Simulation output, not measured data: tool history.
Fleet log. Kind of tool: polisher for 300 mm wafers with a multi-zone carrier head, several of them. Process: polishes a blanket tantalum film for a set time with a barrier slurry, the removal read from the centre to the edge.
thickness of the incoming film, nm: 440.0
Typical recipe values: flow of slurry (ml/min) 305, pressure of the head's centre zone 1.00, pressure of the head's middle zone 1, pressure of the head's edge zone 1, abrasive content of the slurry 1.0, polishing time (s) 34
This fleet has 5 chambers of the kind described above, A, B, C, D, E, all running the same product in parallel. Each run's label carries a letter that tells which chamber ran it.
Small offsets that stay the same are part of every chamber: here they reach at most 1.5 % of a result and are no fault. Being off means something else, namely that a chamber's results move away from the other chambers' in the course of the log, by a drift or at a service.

run	hour	flow of slurry (ml/min)	pressure of the head's centre zone	pressure of the head's middle zone	pressure of the head's edge zone	abrasive content of the slurry	polishing time (s)	film removed at the wafer's centre (angstrom)	film removed at mid-radius (angstrom)	film removed at the wafer's edge (angstrom)
# hour 7.2: chamber C: worn pad replaced by a new one
1A	12.1	305	1.00	1	1	1.0	34	596.61	585.18	585.75
# hour 14.0: chamber A: edge zone pressure recalibrated
2B	20.8	305	1.00	1	1	1.0	34	581.23	588.14	595.02
# hour 24.3: chamber B: centre zone pressure recalibrated
3D	27.0	305	1.00	1	1	1.0	34	607.59	584.34	589.46
# hour 33.4: chamber D: worn pad replaced by a new one
4E	35.8	305	1.00	1	1	1.0	34	583.71	580.33	600.44
5C	42.2	305	1.00	1	1	1.0	34	590.72	598.56	584.85
6A	52.0	305	1.00	1	1	1.0	34	601.98	587.49	576.88
7D	59.3	305	1.00	1	1	1.0	34	599.29	579.72	573.30
8E	70.4	305	1.00	1	1	1.0	34	577.09	596.06	588.42
# hour 74.5: chamber B: edge zone pressure recalibrated
# hour 79.3: chamber A: centre zone pressure recalibrated
9B	79.6	305	1.00	1	1	1.0	34	604.83	586.14	584.85
# hour 79.8: chamber C: worn pad replaced by a new one
10C	88.6	305	1.00	1	1	1.0	34	580.06	600.87	601.98
11C	99.3	395	1.00	1	1	1.0	26	468.18	462.95	461.65
# hour 103.1: chamber E: slurry nozzle cleaned
12E	106.2	395	1.00	1	1	1.0	26	451.54	463.18	455.32
# hour 114.7: chamber D: worn pad replaced by a new one
13A	115.7	395	1.00	1	1	1.0	26	450.81	454.03	466.54
# hour 120.9: chamber A: worn pad replaced by a new one
# hour 121.6: chamber C: slurry nozzle cleaned
14D	123.9	395	1.00	1	1	1.0	26	479.75	450.16	464.25
15B	134.4	395	1.00	1	1	1.0	26	468.70	455.45	450.86
16C	142.4	305	1.00	1	1	1.0	34	598.44	590.72	595.18
# hour 150.2: chamber C: worn pad replaced by a new one
17A	153.8	305	1.00	1	1	1.0	34	584.07	578.95	592.01
# hour 156.6: chamber B: worn pad replaced by a new one
18B	165.0	305	1.00	1	1	1.0	34	590.28	595.66	599.12
19D	175.0	305	0.95	1	1	1.0	34	564.24	587.98	595.08
20E	186.5	305	0.95	1	1	1.0	34	531.10	568.15	578.03
# hour 189.5: chamber C: edge zone pressure recalibrated
21E	195.1	305	0.95	1	1	1.0	34	522.02	560.92	568.81
# hour 196.9: chamber D: worn pad replaced by a new one
22D	203.9	305	0.95	1	1	1.0	34	564.01	584.05	590.35
23B	211.0	305	0.95	1	1	1.0	34	552.19	582.21	580.29
# hour 217.3: chamber C: worn pad replaced by a new one
24A	220.3	305	1.00	1	1	0.8	34	549.17	541.08	551.52
25C	232.5	305	1.00	1	1	0.8	34	550.56	560.59	563.36
26D	239.2	305	1.00	1	1	0.8	34	565.16	542.05	546.11
# hour 240.9: chamber D: slurry nozzle cleaned
27B	248.6	305	1.00	1	1	0.8	34	547.73	544.01	556.58
28C	257.8	305	1.00	1	1	0.8	34	550.80	550.97	541.26
# hour 259.1: chamber D: edge zone pressure recalibrated
29E	270.5	305	1.00	1	1	1.0	34	545.51	549.93	539.67
# hour 274.9: chamber D: worn pad replaced by a new one
30A	281.2	305	1.00	1	1	1.0	34	602.18	592.95	595.33
31B	292.8	305	1.00	1	1	1.0	34	581.17	585.98	599.57
# hour 298.1: chamber C: worn pad replaced by a new one
32C	301.8	305	1.00	1	1	1.0	34	594.88	591.20	590.50
33E	312.5	380	1.00	1	1	0.8	34	503.28	509.06	515.82
# hour 315.7: chamber A: worn pad replaced by a new one
34A	321.9	380	1.00	1	1	0.8	34	564.78	557.48	539.78
35D	327.3	380	1.00	1	1	0.8	34	570.94	550.53	565.06

Next, every chamber runs the same settings. What will each give?
36A	336.4	305	1.00	1	1	1.0	34	?	?	?
36B	336.4	305	1.00	1	1	1.0	34	?	?	?
36C	336.4	305	1.00	1	1	1.0	34	?	?	?
36D	336.4	305	1.00	1	1	1.0	34	?	?	?
36E	336.4	305	1.00	1	1	1.0	34	?	?	?

run	film removed at the wafer's centre (angstrom)	film removed at mid-radius (angstrom)	film removed at the wafer's edge (angstrom)
36A	586.44	585.14	604.32
36B	586.07	585.29	581.31
36C	606.26	581.57	606.33
36D	587.43	587.07	586.34
36E	512.63	521.54	527.84
